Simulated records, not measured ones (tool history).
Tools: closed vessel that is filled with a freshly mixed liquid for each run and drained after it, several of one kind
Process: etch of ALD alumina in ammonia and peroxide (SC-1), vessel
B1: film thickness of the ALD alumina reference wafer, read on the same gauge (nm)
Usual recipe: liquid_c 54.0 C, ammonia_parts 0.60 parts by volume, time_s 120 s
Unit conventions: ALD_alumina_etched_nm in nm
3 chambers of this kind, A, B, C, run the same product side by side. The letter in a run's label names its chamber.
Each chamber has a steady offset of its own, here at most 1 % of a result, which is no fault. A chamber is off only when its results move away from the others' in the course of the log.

run 1C day=0.583 | liquid_c=54.0 ammonia_parts=0.60 time_s=120 | B1=99.992 | ALD_alumina_etched_nm=7.2372
-- day=0.946 chamber C: new drum of ammonia solution connected
run 2B day=1.225 | liquid_c=54.0 ammonia_parts=0.60 time_s=120 | B1=99.992 | ALD_alumina_etched_nm=7.1846
run 3A day=1.729 | liquid_c=54.0 ammonia_parts=0.60 time_s=120 | B1=100.010 | ALD_alumina_etched_nm=7.1728
run 4C day=2.296 | liquid_c=54.0 ammonia_parts=0.60 time_s=120 | B1=99.963 | ALD_alumina_etched_nm=7.2360
run 5A day=2.883 | liquid_c=45.0 ammonia_parts=0.60 time_s=120 | B1=99.976 | ALD_alumina_etched_nm=4.3349
run 6B day=3.362 | liquid_c=45.0 ammonia_parts=0.60 time_s=120 | B1=100.010 | ALD_alumina_etched_nm=4.4121
run 7B day=4.004 | liquid_c=45.0 ammonia_parts=0.60 time_s=120 | B1=100.010 | ALD_alumina_etched_nm=4.3646
run 8C day=4.600 | liquid_c=58.5 ammonia_parts=0.45 time_s=120 | B1=99.997 | ALD_alumina_etched_nm=8.9896
run 9A day=4.888 | liquid_c=58.5 ammonia_parts=0.45 time_s=120 | B1=99.985 | ALD_alumina_etched_nm=8.8951
run 10A day=5.279 | liquid_c=58.5 ammonia_parts=0.45 time_s=120 | B1=100.000 | ALD_alumina_etched_nm=8.8588
-- day=5.408 chamber C: ammonia flow meter replaced
run 11B day=5.617 | liquid_c=54.0 ammonia_parts=0.60 time_s=120 | B1=100.030 | ALD_alumina_etched_nm=7.2786
run 12C day=6.083 | liquid_c=54.0 ammonia_parts=0.60 time_s=120 | B1=99.988 | ALD_alumina_etched_nm=7.2084
run 13C day=6.529 | liquid_c=54.0 ammonia_parts=0.60 time_s=120 | B1=99.987 | ALD_alumina_etched_nm=7.2463
run 14B day=7.158 | liquid_c=54.0 ammonia_parts=0.60 time_s=120 | B1=100.010 | ALD_alumina_etched_nm=7.1415
run 15A day=7.729 | liquid_c=54.0 ammonia_parts=0.60 time_s=120 | B1=100.020 | ALD_alumina_etched_nm=7.2052
run 16B day=8.117 | liquid_c=54.0 ammonia_parts=0.60 time_s=120 | B1=100.000 | ALD_alumina_etched_nm=7.2137
run 17C day=8.508 | liquid_c=54.0 ammonia_parts=0.60 time_s=120 | B1=100.030 | ALD_alumina_etched_nm=7.2835
run 18A day=8.800 | liquid_c=54.0 ammonia_parts=0.60 time_s=120 | B1=100.010 | ALD_alumina_etched_nm=7.2008
run 19A day=9.417 | liquid_c=54.0 ammonia_parts=0.60 time_s=120 | B1=99.991 | ALD_alumina_etched_nm=7.1626
-- day=9.496 chamber B: new drum of ammonia solution connected
run 20C day=9.746 | liquid_c=54.0 ammonia_parts=0.60 time_s=120 | B1=100.010 | ALD_alumina_etched_nm=7.3093
run 21B day=10.117 | liquid_c=54.0 ammonia_parts=0.60 time_s=120 | B1=100.000 | ALD_alumina_etched_nm=7.2247
run 22B day=10.512 | liquid_c=54.0 ammonia_parts=0.60 time_s=120 | B1=99.995 | ALD_alumina_etched_nm=7.2798
run 23A day=11.071 | liquid_c=54.0 ammonia_parts=0.60 time_s=120 | B1=99.995 | ALD_alumina_etched_nm=7.2012
run 24C day=11.712 | liquid_c=54.0 ammonia_parts=0.60 time_s=120 | B1=99.992 | ALD_alumina_etched_nm=7.4005
run 25A day=12.175 | liquid_c=54.0 ammonia_parts=0.60 time_s=120 | B1=100.000 | ALD_alumina_etched_nm=7.1695
run 26C day=12.617 | liquid_c=54.0 ammonia_parts=0.60 time_s=120 | B1=99.992 | ALD_alumina_etched_nm=7.4263
run 27B day=13.025 | liquid_c=54.0 ammonia_parts=0.60 time_s=120 | B1=100.010 | ALD_alumina_etched_nm=7.2256
run 28B day=13.517 | liquid_c=54.0 ammonia_parts=0.60 time_s=120 | B1=100.010 | ALD_alumina_etched_nm=7.1527
run 29C day=14.125 | liquid_c=54.0 ammonia_parts=0.85 time_s=120 | B1=100.000 | ALD_alumina_etched_nm=7.7328
run 30A day=14.496 | liquid_c=54.0 ammonia_parts=0.85 time_s=120 | B1=99.980 | ALD_alumina_etched_nm=7.5181
run 31A day=14.838 | liquid_c=54.0 ammonia_parts=0.85 time_s=120 | B1=99.993 | ALD_alumina_etched_nm=7.4188

Next, every chamber runs the same settings. What will each give?
run 32A day=15.300 | liquid_c=54.0 ammonia_parts=0.60 time_s=150 | ALD_alumina_etched_nm=?
run 32B day=15.300 | liquid_c=54.0 ammonia_parts=0.60 time_s=150 | ALD_alumina_etched_nm=?
run 32C day=15.300 | liquid_c=54.0 ammonia_parts=0.60 time_s=150 | ALD_alumina_etched_nm=?

run=32A ALD_alumina_etched_nm=8.9465
run=32B ALD_alumina_etched_nm=9.0064
run=32C ALD_alumina_etched_nm=9.3327
